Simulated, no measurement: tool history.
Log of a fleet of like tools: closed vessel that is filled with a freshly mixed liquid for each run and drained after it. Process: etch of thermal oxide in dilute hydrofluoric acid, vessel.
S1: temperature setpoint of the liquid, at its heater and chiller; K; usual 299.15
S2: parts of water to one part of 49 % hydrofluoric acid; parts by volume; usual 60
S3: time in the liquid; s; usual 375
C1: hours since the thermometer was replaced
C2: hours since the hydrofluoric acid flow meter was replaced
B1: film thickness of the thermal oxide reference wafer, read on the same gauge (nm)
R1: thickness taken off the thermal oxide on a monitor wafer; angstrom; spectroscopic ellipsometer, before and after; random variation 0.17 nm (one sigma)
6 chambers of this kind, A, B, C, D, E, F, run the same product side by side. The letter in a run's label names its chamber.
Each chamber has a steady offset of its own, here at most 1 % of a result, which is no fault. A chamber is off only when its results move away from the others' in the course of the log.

run 1A day=0.304 | S1=299.15 S2=60 S3=375 | C1=1137.6 C2=1039.2 | B1=69.991 | R1=340.78
run 2E day=0.712 | S1=299.15 S2=60 S3=375 | C1=1091.7 C2=1785.7 | B1=69.998 | R1=339.06
run 3B day=1.138 | S1=299.15 S2=60 S3=375 | C1=367.0 C2=727.2 | B1=69.993 | R1=344.12
run 4C day=1.479 | S1=299.15 S2=60 S3=375 | C1=933.2 C2=1470.5 | B1=70.027 | R1=341.75
run 5F day=1.788 | S1=299.15 S2=60 S3=375 | C1=1460.1 C2=437.5 | B1=69.998 | R1=345.79
run 6D day=2.175 | S1=299.15 S2=60 S3=375 | C1=218.9 C2=473.1 | B1=70.021 | R1=341.35
run 7A day=2.525 | S1=299.15 S2=60 S3=375 | C1=1190.9 C2=1092.5 | B1=70.019 | R1=341.20
-- day=2.579 chamber D: hydrofluoric acid flow meter replaced
run 8D day=2.854 | S1=299.15 S2=60 S3=375 | C1=235.2 C2=6.6 | B1=69.998 | R1=340.99
run 9B day=3.225 | S1=299.15 S2=60 S3=375 | C1=417.1 C2=777.3 | B1=70.015 | R1=343.18
run 10C day=3.479 | S1=299.15 S2=40 S3=265 | C1=981.2 C2=1518.5 | B1=70.008 | R1=375.95
run 11F day=3.908 | S1=299.15 S2=40 S3=265 | C1=1511.0 C2=488.4 | B1=69.983 | R1=377.50
run 12E day=4.321 | S1=299.15 S2=40 S3=265 | C1=1178.3 C2=1872.3 | B1=70.018 | R1=372.52
run 13F day=4.746 | S1=299.15 S2=40 S3=265 | C1=1531.1 C2=508.5 | B1=70.016 | R1=374.39
run 14D day=4.958 | S1=299.15 S2=40 S3=265 | C1=285.7 C2=57.1 | B1=69.974 | R1=379.15
run 15A day=5.208 | S1=299.15 S2=40 S3=265 | C1=1255.3 C2=1156.9 | B1=70.000 | R1=376.31
run 16C day=5.442 | S1=299.15 S2=60 S3=375 | C1=1028.3 C2=1565.6 | B1=69.999 | R1=342.82
run 17B day=5.817 | S1=299.15 S2=60 S3=375 | C1=479.3 C2=839.5 | B1=70.004 | R1=346.11
-- day=5.975 chamber C: thermometer replaced
run 18E day=6.238 | S1=299.15 S2=60 S3=375 | C1=1224.3 C2=1918.3 | B1=70.038 | R1=343.21
run 19A day=6.617 | S1=296.65 S2=60 S3=375 | C1=1289.1 C2=1190.7 | B1=69.990 | R1=314.20
run 20D day=7.058 | S1=296.65 S2=60 S3=375 | C1=336.1 C2=107.5 | B1=69.971 | R1=309.50
run 21E day=7.408 | S1=296.65 S2=60 S3=375 | C1=1252.4 C2=1946.4 | B1=70.004 | R1=309.92
run 22C day=7.854 | S1=296.65 S2=60 S3=375 | C1=45.1 C2=1623.5 | B1=70.027 | R1=306.21
run 23F day=8.225 | S1=296.65 S2=60 S3=375 | C1=1614.6 C2=592.0 | B1=70.003 | R1=310.11
run 24B day=8.467 | S1=296.65 S2=60 S3=375 | C1=542.9 C2=903.1 | B1=69.990 | R1=311.06
run 25B day=8.675 | S1=299.15 S2=60 S3=375 | C1=547.9 C2=908.1 | B1=69.986 | R1=343.76
run 26F day=9.029 | S1=299.15 S2=60 S3=375 | C1=1633.9 C2=611.3 | B1=69.987 | R1=346.04
run 27D day=9.471 | S1=299.15 S2=60 S3=375 | C1=394.0 C2=165.4 | B1=69.982 | R1=343.80
run 28E day=9.758 | S1=299.15 S2=60 S3=375 | C1=1308.8 C2=2002.8 | B1=69.991 | R1=343.01
run 29A day=10.171 | S1=299.15 S2=60 S3=375 | C1=1374.4 C2=1276.0 | B1=69.959 | R1=355.85
run 30C day=10.508 | S1=301.15 S2=75 S3=375 | C1=108.8 C2=1687.2 | B1=70.006 | R1=288.61
run 31D day=10.729 | S1=301.15 S2=75 S3=375 | C1=424.2 C2=195.6 | B1=69.993 | R1=290.20
run 32B day=11.146 | S1=301.15 S2=75 S3=375 | C1=607.2 C2=967.4 | B1=70.021 | R1=293.54
run 33E day=11.383 | S1=301.15 S2=75 S3=375 | C1=1347.8 C2=2041.8 | B1=70.032 | R1=289.41
run 34F day=11.629 | S1=301.15 S2=75 S3=375 | C1=1696.3 C2=673.7 | B1=70.003 | R1=289.58
run 35A day=12.004 | S1=301.15 S2=75 S3=375 | C1=1418.4 C2=1320.0 | B1=70.000 | R1=306.37
run 36C day=12.400 | S1=299.15 S2=60 S3=375 | C1=154.2 C2=1732.6 | B1=70.004 | R1=343.45
run 37B day=12.612 | S1=299.15 S2=60 S3=375 | C1=642.4 C2=1002.6 | B1=69.983 | R1=343.74

Is one chamber off against the others, does the gauge drift, or is nothing wrong? If a chamber is off, say which, and what the likeliest cause is.

Chamber A drifts away from the others.
Cause: hydrofluoric acid flow above the setpoint (%) = 5.42.
The log may not tell that from: liquid hotter than its thermometer reads (K).

Here are 4 candidates for chamber A's next run, each the usual settings with a change, their results left as question marks. Which one brings its results back in line with what the others give on the usual settings?
In line means no further than this from the other chambers' mean on the usual settings: R1 5.80 angstrom
run 38A-1 day=12.933 | S1=299.15 S2=60 S3=385 | R1=?
run 38A-2 day=12.933 | S1=298.65 S2=60 S3=375 | R1=?
run 38A-3 day=12.933 | S1=299.15 S2=60 S3=395 | R1=?
run 38A-4 day=12.933 | S1=299.15 S2=60 S3=355 | R1=?

The other chambers' mean on the usual settings: R1 343.04 angstrom
run=38A-1 R1=370.58
run=38A-2 R1=353.75
run=38A-3 R1=380.21
run=38A-4 R1=341.71
38A-4 brings the chamber back in line.
